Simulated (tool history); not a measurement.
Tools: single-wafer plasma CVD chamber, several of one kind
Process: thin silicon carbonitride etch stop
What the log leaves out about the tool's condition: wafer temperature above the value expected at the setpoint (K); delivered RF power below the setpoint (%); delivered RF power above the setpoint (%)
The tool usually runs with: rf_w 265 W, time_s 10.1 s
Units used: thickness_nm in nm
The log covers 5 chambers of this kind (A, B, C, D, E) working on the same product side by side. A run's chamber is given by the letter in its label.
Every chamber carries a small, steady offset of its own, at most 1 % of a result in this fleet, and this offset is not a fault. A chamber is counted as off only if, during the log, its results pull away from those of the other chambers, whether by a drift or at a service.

| run | hour | rf_w | time_s | hours since the last thermocouple change | hours since the last RF generator calibration | read-back reference wafer on the same gauge, thickness_nm | thickness_nm |
|---|---|---|---|---|---|---|---|
| 1B | 7.8 | 265 | 10.1 | 470.6 | 2162.4 | 5.0789 | 6.2561 |
| 2D | 17.3 | 265 | 10.1 | 183.7 | 2156.9 | 5.0783 | 6.3092 |
| 3E | 26.3 | 265 | 10.1 | 2364.9 | 421.9 | 5.0768 | 6.2273 |
| 4C | 35.1 | 265 | 10.1 | 1317.4 | 563.4 | 5.0781 | 6.2733 |
| 5A | 47.0 | 225 | 11.9 | 743.5 | 1232.5 | 5.0770 | 6.9488 |
| 6C | 55.7 | 225 | 11.9 | 1338.0 | 584.0 | 5.0762 | 7.0268 |
| 7E | 64.1 | 225 | 11.9 | 2402.7 | 459.7 | 5.0739 | 6.9751 |
| 8B | 74.4 | 225 | 11.9 | 537.2 | 2229.0 | 5.0739 | 7.0163 |
| 9D | 87.4 | 225 | 11.9 | 253.8 | 2227.0 | 5.0727 | 7.0491 |
| 10A | 95.3 | 265 | 12.0 | 791.8 | 1280.8 | 5.0741 | 7.3708 |
| 11A | 103.6 | 265 | 12.0 | 800.1 | 1289.1 | 5.0725 | 7.3731 |
| 12E | 115.5 | 265 | 12.0 | 2454.1 | 511.1 | 5.0715 | 7.4010 |
| 13B | 123.6 | 265 | 12.0 | 586.4 | 2278.2 | 5.0713 | 7.4218 |
| 14C | 133.4 | 265 | 12.0 | 1415.7 | 661.7 | 5.0695 | 7.4240 |
|  | 140.0 | chamber A: RF generator calibrated |
| 15D | 144.5 | 265 | 10.1 | 310.9 | 2284.1 | 5.0696 | 6.2946 |
| 16B | 150.9 | 265 | 10.1 | 613.7 | 2305.5 | 5.0682 | 6.2606 |
|  | 153.2 | chamber D: RF generator calibrated |
| 17D | 156.7 | 265 | 10.1 | 323.1 | 3.5 | 5.0688 | 6.2898 |
| 18C | 167.6 | 280 | 9.1 | 1449.9 | 695.9 | 5.0694 | 5.7158 |
| 19A | 174.6 | 280 | 9.1 | 871.1 | 34.7 | 5.0672 | 5.6981 |
| 20E | 187.6 | 280 | 9.1 | 2526.2 | 583.2 | 5.0661 | 5.6983 |
| 21E | 197.2 | 280 | 9.1 | 2535.8 | 592.8 | 5.0649 | 5.7101 |
| 22A | 203.7 | 280 | 9.1 | 900.2 | 63.8 | 5.0667 | 5.6870 |
| 23C | 213.7 | 265 | 10.1 | 1496.0 | 742.0 | 5.0634 | 6.2427 |
| 24D | 224.4 | 265 | 10.1 | 390.8 | 71.2 | 5.0638 | 6.2786 |
| 25B | 235.2 | 265 | 10.1 | 698.0 | 2389.8 | 5.0625 | 6.2396 |
| 26C | 244.4 | 265 | 10.1 | 1526.7 | 772.7 | 5.0613 | 6.2479 |
| 27E | 252.8 | 265 | 10.1 | 2591.4 | 648.4 | 5.0624 | 6.2242 |
| 28D | 263.3 | 265 | 10.1 | 429.7 | 110.1 | 5.0596 | 6.3028 |
| 29A | 272.7 | 265 | 10.1 | 969.2 | 132.8 | 5.0590 | 6.2025 |
| 30B | 279.9 | 265 | 10.1 | 742.7 | 2434.5 | 5.0598 | 6.2280 |
| 31C | 290.9 | 265 | 10.1 | 1573.2 | 819.2 | 5.0588 | 6.2530 |
|  | 302.5 | chamber B: RF generator calibrated |
| 32D | 303.9 | 285 | 11.4 | 470.3 | 150.7 | 5.0590 | 7.2541 |
| 33E | 312.7 | 285 | 11.4 | 2651.3 | 708.3 | 5.0583 | 7.1584 |
| 34B | 321.2 | 285 | 11.4 | 784.0 | 18.8 | 5.0565 | 7.1961 |
| 35A | 331.5 | 285 | 11.4 | 1028.0 | 191.6 | 5.0579 | 7.1606 |
| 36E | 341.6 | 285 | 11.4 | 2680.2 | 737.2 | 5.0537 | 7.1512 |
| 37D | 349.1 | 265 | 10.1 | 515.5 | 195.9 | 5.0551 | 6.2842 |
| 38C | 357.0 | 265 | 8.2 | 1639.3 | 885.3 | 5.0536 | 5.0679 |

Is one chamber out of step, is the gauge drifting, or do the chambers differ by no more than their own small offsets? For an off chamber, give its letter and the likeliest cause.

None of the chambers is off. What moves is the gauge, dragging all their readings along together.
Most likely cause: gauge reads low (%) = 0.525.
